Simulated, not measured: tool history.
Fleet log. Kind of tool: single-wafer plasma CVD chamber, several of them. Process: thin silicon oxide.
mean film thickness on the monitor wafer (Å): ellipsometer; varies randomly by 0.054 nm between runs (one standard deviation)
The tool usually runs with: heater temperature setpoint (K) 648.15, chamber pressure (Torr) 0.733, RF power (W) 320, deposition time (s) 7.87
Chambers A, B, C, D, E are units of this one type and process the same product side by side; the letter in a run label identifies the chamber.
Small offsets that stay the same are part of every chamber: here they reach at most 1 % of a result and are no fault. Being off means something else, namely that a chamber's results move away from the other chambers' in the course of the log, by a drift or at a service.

run,hour,heater temperature setpoint (K),chamber pressure (Torr),RF power (W),deposition time (s),"read-back reference wafer on the same gauge, thickness_nm",mean film thickness on the monitor wafer (Å)
1E,8.8,648.15,0.733,320,7.87,11.896,139.81
2D,20.0,648.15,0.733,320,7.87,11.896,137.55
3A,30.0,648.15,0.733,320,7.87,11.897,140.37
4B,40.1,648.15,0.733,320,7.87,11.898,138.12
# hour 45.0: chamber C: thermocouple changed; heater temperature recalibrated
5C,48.7,648.15,0.733,320,7.87,11.888,137.28
6D,60.0,648.15,0.733,320,7.87,11.890,137.56
7B,69.8,648.15,0.733,320,7.87,11.908,138.82
8C,77.9,648.15,0.733,320,7.87,11.904,137.77
9E,88.0,648.15,0.733,320,7.87,11.898,138.65
10A,93.1,648.15,0.733,320,7.87,11.891,139.31
11C,104.4,648.15,0.733,320,7.87,11.905,137.63
12B,115.8,648.15,0.733,320,7.87,11.897,137.86
# hour 116.8: chamber D: capacitance manometer re-zeroed and calibrated
13A,124.3,648.15,0.733,320,7.87,11.904,140.89
14E,131.7,648.15,0.733,320,7.87,11.899,139.47
15D,140.2,648.15,0.733,320,7.87,11.905,137.74
16D,148.3,648.15,0.733,320,6.39,11.920,112.86
17C,154.7,648.15,0.733,320,6.39,11.900,110.99
18A,163.7,648.15,0.733,320,6.39,11.900,113.88
19E,172.1,648.15,0.733,320,6.39,11.900,113.08
20B,180.6,648.15,0.733,320,6.39,11.900,112.41
21B,192.4,648.15,0.733,320,7.87,11.899,138.43
22A,201.7,648.15,0.733,320,7.87,11.902,139.28
23C,211.6,648.15,0.733,320,7.87,11.903,138.01
24D,222.2,648.15,0.733,320,7.87,11.917,137.36
25E,233.7,648.15,0.733,320,7.87,11.897,139.28
26C,239.4,648.15,0.733,320,7.87,11.908,137.59
27E,245.3,648.15,0.733,320,7.87,11.889,138.60
28D,252.9,648.15,0.878,320,7.87,11.895,163.15
29B,260.0,648.15,0.878,320,7.87,11.903,163.20
30A,265.9,648.15,0.878,320,7.87,11.904,165.52
31B,275.4,648.15,0.878,320,7.87,11.894,164.05
32E,283.2,648.15,0.878,320,7.87,11.902,164.10

Which is it: a chamber that has drifted or been left off by a service, a gauge drift common to all chambers, or only each chamber's usual small offset? If a chamber is off, name it and its likeliest cause.

Neither any chamber nor the gauge drifts; the chambers differ only by their own small, steady offsets.
